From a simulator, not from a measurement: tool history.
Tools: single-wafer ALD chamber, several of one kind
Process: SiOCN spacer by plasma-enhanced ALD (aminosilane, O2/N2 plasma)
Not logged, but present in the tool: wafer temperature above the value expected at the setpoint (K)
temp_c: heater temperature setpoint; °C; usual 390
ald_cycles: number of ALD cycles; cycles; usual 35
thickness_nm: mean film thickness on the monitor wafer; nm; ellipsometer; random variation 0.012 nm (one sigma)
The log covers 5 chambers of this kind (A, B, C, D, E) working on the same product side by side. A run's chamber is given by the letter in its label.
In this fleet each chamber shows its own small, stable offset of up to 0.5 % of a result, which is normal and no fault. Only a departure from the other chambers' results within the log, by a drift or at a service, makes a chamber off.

| run | hour | temp_c | ald_cycles | hours since the last thermocouple change | read-back reference wafer on the same gauge, thickness_nm | thickness_nm |
|---|---|---|---|---|---|---|
| 1D | 5.9 | 390 | 35 | 214.5 | 2.0005 | 2.0978 |
| 2B | 11.8 | 390 | 35 | 749.1 | 2.002 | 2.1165 |
| 3E | 14.7 | 390 | 35 | 380.3 | 1.9995 | 2.1146 |
| 4C | 18.1 | 390 | 35 | 1989.4 | 1.999 | 2.0949 |
| 5A | 23.4 | 375 | 35 | 2022.9 | 1.9992 | 2.1156 |
| 6C | 29.4 | 375 | 35 | 2000.7 | 1.9988 | 2.1014 |
| 7E | 34.3 | 375 | 35 | 399.9 | 1.9997 | 2.1138 |
| 8B | 40.5 | 375 | 35 | 777.8 | 2.0007 | 2.0933 |
| 9A | 44.3 | 375 | 35 | 2043.8 | 2.0008 | 2.125 |
| 10D | 49.7 | 390 | 35 | 258.3 | 1.9996 | 2.1028 |
| 11B | 52.6 | 390 | 35 | 789.9 | 2.0007 | 2.1381 |
| 12E | 57.2 | 390 | 35 | 422.8 | 2.0016 | 2.1151 |
| 13A | 61.8 | 390 | 35 | 2061.3 | 1.9992 | 2.1117 |
| 14C | 66.3 | 390 | 35 | 2037.6 | 2.0015 | 2.1096 |
| 15D | 70.8 | 385 | 35 | 279.4 | 2.0018 | 2.0742 |
| 16A | 74.5 | 385 | 35 | 2074 | 1.9978 | 2.1074 |
| 17E | 80.1 | 385 | 35 | 445.7 | 1.9978 | 2.1038 |
| 18C | 86.1 | 385 | 35 | 2057.4 | 2.0029 | 2.0869 |
| 19D | 91.1 | 385 | 35 | 299.7 | 1.9973 | 2.0997 |
| 20B | 96.6 | 390 | 35 | 833.9 | 2.0002 | 2.1128 |
| 21B | 101.5 | 390 | 35 | 838.8 | 1.9998 | 2.0968 |
| 22E | 104.6 | 390 | 35 | 470.2 | 1.9989 | 2.0881 |
| 23C | 107.6 | 390 | 35 | 2078.9 | 2.0022 | 2.1212 |
| 24D | 111.3 | 390 | 35 | 319.9 | 2.0023 | 2.11 |
| 25A | 114.7 | 383 | 38 | 2114.2 | 2.0021 | 2.3049 |
| 26D | 119.3 | 383 | 38 | 327.9 | 2.001 | 2.2747 |
| 27B | 122.6 | 383 | 38 | 859.9 | 2.0003 | 2.302 |
| 28E | 128.7 | 383 | 38 | 494.3 | 1.9997 | 2.2949 |
| 29A | 133.8 | 383 | 38 | 2133.3 | 2.0006 | 2.3144 |
| 30C | 138.5 | 390 | 35 | 2109.8 | 2.0007 | 2.1146 |
| 31B | 142.7 | 375 | 30 | 880 | 2.0005 | 1.7914 |
| 32A | 147.4 | 375 | 30 | 2146.9 | 1.9994 | 1.8304 |
| 33C | 150.6 | 375 | 30 | 2121.9 | 1.9971 | 1.7939 |
| 34E | 154.1 | 375 | 30 | 519.7 | 2.002 | 1.8242 |
| 35D | 156.9 | 375 | 30 | 365.5 | 2.0025 | 1.8093 |
| 36B | 160.5 | 390 | 35 | 897.8 | 2.0015 | 2.1029 |

Does one chamber stand apart from the rest, does the shared gauge drift, or is all well apart from small per-chamber offsets? Give the chamber and the most likely cause, where there is one.

All chambers stay in line apart from their small fixed offsets, and the gauge does not drift.
